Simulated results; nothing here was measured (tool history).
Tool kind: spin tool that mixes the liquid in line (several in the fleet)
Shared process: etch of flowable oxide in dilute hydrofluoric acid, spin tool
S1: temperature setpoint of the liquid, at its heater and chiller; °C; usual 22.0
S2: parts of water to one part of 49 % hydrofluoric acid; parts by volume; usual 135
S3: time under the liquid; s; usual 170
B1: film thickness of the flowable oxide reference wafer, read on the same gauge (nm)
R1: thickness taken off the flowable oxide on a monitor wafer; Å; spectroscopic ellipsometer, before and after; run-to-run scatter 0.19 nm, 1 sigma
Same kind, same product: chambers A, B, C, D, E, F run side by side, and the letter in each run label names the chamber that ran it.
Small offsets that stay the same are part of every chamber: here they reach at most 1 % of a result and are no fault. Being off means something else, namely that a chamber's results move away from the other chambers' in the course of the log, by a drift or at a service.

run   hour    S1   S2   S3      B1      R1
 1E    7.1  22.0  135  170  110.03  301.12
 2F   13.1  22.0  135  170  109.97  305.73
 3A   25.4  22.0  135  170  109.96  308.46
 4D   33.3  22.0  135  170  110.02  307.70
 5B   46.9  22.0  135  170  110.02  301.36
 6C   53.7  22.0  135  170  109.98  303.45
 7F   67.4  22.0  135  170  110.01  301.08
 8E   78.3  22.0  135  170  109.99  302.64
 9C   89.6  22.0  135  170  109.99  305.47
10B   97.1  22.0  135  170  109.98  304.07
      97.4  -- chamber F: thermometer replaced
11A  103.3  22.0  135  170  110.04  305.30
     104.3  -- chamber C: hydrofluoric acid flow meter replaced
12D  115.9  22.0  135  170  109.97  302.90
13B  126.2  22.0  135  170  109.98  304.33
     127.9  -- chamber F: hydrofluoric acid flow meter replaced
14C  135.8  22.0  135  170  109.99  307.05
15E  148.3  22.0  135  170  109.95  301.89
16D  159.5  22.0  135  170  110.00  306.75
17A  167.5  22.0  135  170  110.02  304.90
18F  176.1  22.0  135  170  110.00  300.39
19E  189.8  22.0   70  170  110.02  641.94
     191.1  -- chamber B: hydrofluoric acid flow meter replaced
20D  199.4  22.0   70  170  109.98  641.10
21C  207.3  22.0   70  170  109.96  619.67
     216.7  -- chamber D: hydrofluoric acid flow meter replaced
22A  221.1  22.0   70  170  110.01  635.78
23F  227.6  22.0   70  170  110.00  627.09
24B  234.7  22.0   70  170  110.02  626.45
25D  245.6  22.0  135  170  110.00  303.43
26E  259.7  22.0  135  170  109.99  304.39
27B  265.8  22.0  135  170  110.03  306.60
     274.3  -- chamber B: thermometer replaced
28A  276.9  22.0  135  170  110.03  311.86
29C  284.8  24.5  165  170  110.03  261.88
30F  291.7  24.5  165  170  110.03  264.33
31C  304.6  24.5  165  170  110.02  264.65
32F  311.1  24.5  165  170  109.98  265.21
33A  321.6  24.5  165  170  109.99  274.49
34D  333.6  24.5  165  170  109.97  266.29
     336.4  -- chamber E: hydrofluoric acid flow meter replaced
35E  346.1  22.0  135  170  109.97  301.84
36B  354.7  22.0  135  170  110.01  304.50
37E  368.1  22.0  135  170  110.00  306.27
38F  374.6  22.0  135  140  110.02  250.55
39B  384.4  22.0  135  140  110.00  250.77
     388.4  -- chamber C: thermometer replaced
40C  394.9  22.0  135  140  109.98  252.04
41A  404.2  22.0  135  140  109.97  264.20
42D  412.2  22.0  135  140  110.01  250.66
43E  419.1  22.0  135  140  109.99  252.50

The same settings go to every chamber for the next run, one line per chamber below. Forecast the results for each:
44A  429.2  22.0  135  170       ?
44B  429.2  22.0  135  170       ?
44C  429.2  22.0  135  170       ?
44D  429.2  22.0  135  170       ?
44E  429.2  22.0  135  170       ?
44F  429.2  22.0  135  170       ?

run      R1
44A  321.36
44B  303.92
44C  305.29
44D  301.93
44E  305.78
44F  304.56
